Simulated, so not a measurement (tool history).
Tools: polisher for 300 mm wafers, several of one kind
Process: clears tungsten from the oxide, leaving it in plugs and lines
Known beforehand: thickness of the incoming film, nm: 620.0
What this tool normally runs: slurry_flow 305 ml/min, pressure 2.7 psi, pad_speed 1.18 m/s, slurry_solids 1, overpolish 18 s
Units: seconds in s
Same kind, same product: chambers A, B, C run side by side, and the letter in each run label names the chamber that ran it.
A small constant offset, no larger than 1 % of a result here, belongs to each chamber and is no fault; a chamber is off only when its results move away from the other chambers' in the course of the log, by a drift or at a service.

-- hour=4.8 chamber A: slurry tank refilled with fresh slurry and peroxide
-- hour=6.1 chamber C: slurry tank refilled with fresh slurry and peroxide
run 1A hour=9.9 | slurry_flow=305 pressure=2.7 pad_speed=1.18 slurry_solids=1 overpolish=18 | seconds=146.42
run 2C hour=15.2 | slurry_flow=305 pressure=2.7 pad_speed=1.18 slurry_solids=1 overpolish=18 | seconds=145.45
run 3B hour=23.2 | slurry_flow=305 pressure=2.7 pad_speed=1.18 slurry_solids=1 overpolish=18 | seconds=145.65
run 4C hour=32 | slurry_flow=305 pressure=2.7 pad_speed=1.18 slurry_solids=1 overpolish=18 | seconds=148.83
run 5A hour=39 | slurry_flow=305 pressure=2.7 pad_speed=1.18 slurry_solids=1 overpolish=18 | seconds=147.64
run 6B hour=49.4 | slurry_flow=305 pressure=2.7 pad_speed=1.18 slurry_solids=1 overpolish=18 | seconds=144.77
-- hour=52.1 chamber C: slurry blender recalibrated
run 7C hour=54.9 | slurry_flow=305 pressure=2.7 pad_speed=1.18 slurry_solids=1 overpolish=18 | seconds=146.12
run 8A hour=64.2 | slurry_flow=305 pressure=2.7 pad_speed=1.18 slurry_solids=1 overpolish=18 | seconds=143.62
-- hour=66.8 chamber C: head pressure recalibrated
-- hour=68.2 chamber B: worn pad replaced by a new one
run 9B hour=70.1 | slurry_flow=305 pressure=2.7 pad_speed=1.18 slurry_solids=1 overpolish=18 | seconds=145.34
run 10B hour=77.4 | slurry_flow=305 pressure=2.7 pad_speed=1.18 slurry_solids=1 overpolish=18 | seconds=145.85
-- hour=86.6 chamber B: slurry tank refilled with fresh slurry and peroxide
run 11C hour=87.1 | slurry_flow=305 pressure=2.7 pad_speed=1.18 slurry_solids=1 overpolish=18 | seconds=160.58
run 12A hour=95.1 | slurry_flow=305 pressure=2.7 pad_speed=1.18 slurry_solids=1 overpolish=18 | seconds=144.37
-- hour=100.5 chamber C: worn pad replaced by a new one
-- hour=103.9 chamber A: slurry tank refilled with fresh slurry and peroxide
run 13A hour=105.8 | slurry_flow=305 pressure=2.7 pad_speed=1.18 slurry_solids=1 overpolish=18 | seconds=145.26
run 14C hour=114.7 | slurry_flow=305 pressure=2.7 pad_speed=1.18 slurry_solids=1 overpolish=18 | seconds=160.82
-- hour=124.3 chamber B: slurry blender recalibrated
run 15B hour=124.9 | slurry_flow=305 pressure=2.7 pad_speed=1.18 slurry_solids=1 overpolish=18 | seconds=143.64
run 16C hour=135.6 | slurry_flow=240 pressure=2.3 pad_speed=1.18 slurry_solids=1 overpolish=18 | seconds=192.39
run 17B hour=143.9 | slurry_flow=240 pressure=2.3 pad_speed=1.18 slurry_solids=1 overpolish=18 | seconds=175.7
-- hour=145.9 chamber B: head pressure recalibrated
run 18A hour=152 | slurry_flow=240 pressure=2.3 pad_speed=1.18 slurry_solids=1 overpolish=18 | seconds=176.26
run 19B hour=158 | slurry_flow=305 pressure=2.7 pad_speed=1.18 slurry_solids=1.1 overpolish=18 | seconds=142.33
-- hour=162.2 chamber A: worn pad replaced by a new one
run 20A hour=169.1 | slurry_flow=305 pressure=2.7 pad_speed=1.18 slurry_solids=1.1 overpolish=18 | seconds=142.44
-- hour=172.7 chamber C: slurry tank refilled with fresh slurry and peroxide
run 21C hour=175.9 | slurry_flow=305 pressure=2.7 pad_speed=1.18 slurry_solids=1.1 overpolish=18 | seconds=154.17
run 22C hour=182 | slurry_flow=305 pressure=2.7 pad_speed=1.18 slurry_solids=1 overpolish=18 | seconds=161.12

What goes on in this fleet: one chamber off, a drifting gauge, or nothing beyond the chambers' own small offsets? Name the chamber and the cause, if any.

A service on chamber C put it out of line with the rest.
Most likely cause: head's pressure below its setpoint, % = 9.28.

Chamber C could run next with any of the 4 candidate recipes listed below; each alters the usual settings, and their results appear as question marks. Which one brings its results back in line with what the other chambers deliver on the usual settings?
In line here means within this much of the mean the other chambers give on the usual settings: seconds 4.8 s
run 23C-1 hour=190.2 | slurry_flow=305 pressure=2.7 pad_speed=1.06 slurry_solids=1 overpolish=18 | seconds=?
run 23C-2 hour=190.2 | slurry_flow=305 pressure=3.3 pad_speed=1.18 slurry_solids=1.05 overpolish=18 | seconds=?
run 23C-3 hour=190.2 | slurry_flow=305 pressure=2.8 pad_speed=1.26 slurry_solids=1 overpolish=18 | seconds=?
run 23C-4 hour=190.2 | slurry_flow=300 pressure=2.7 pad_speed=0.98 slurry_solids=0.95 overpolish=18 | seconds=?

What the other chambers average on the usual settings: seconds 145.17 s
run=23C-1 seconds=178.57
run=23C-2 seconds=129.63
run=23C-3 seconds=144.82
run=23C-4 seconds=195.79
Change 23C-3 lands the chamber within the allowed miss of the other chambers.
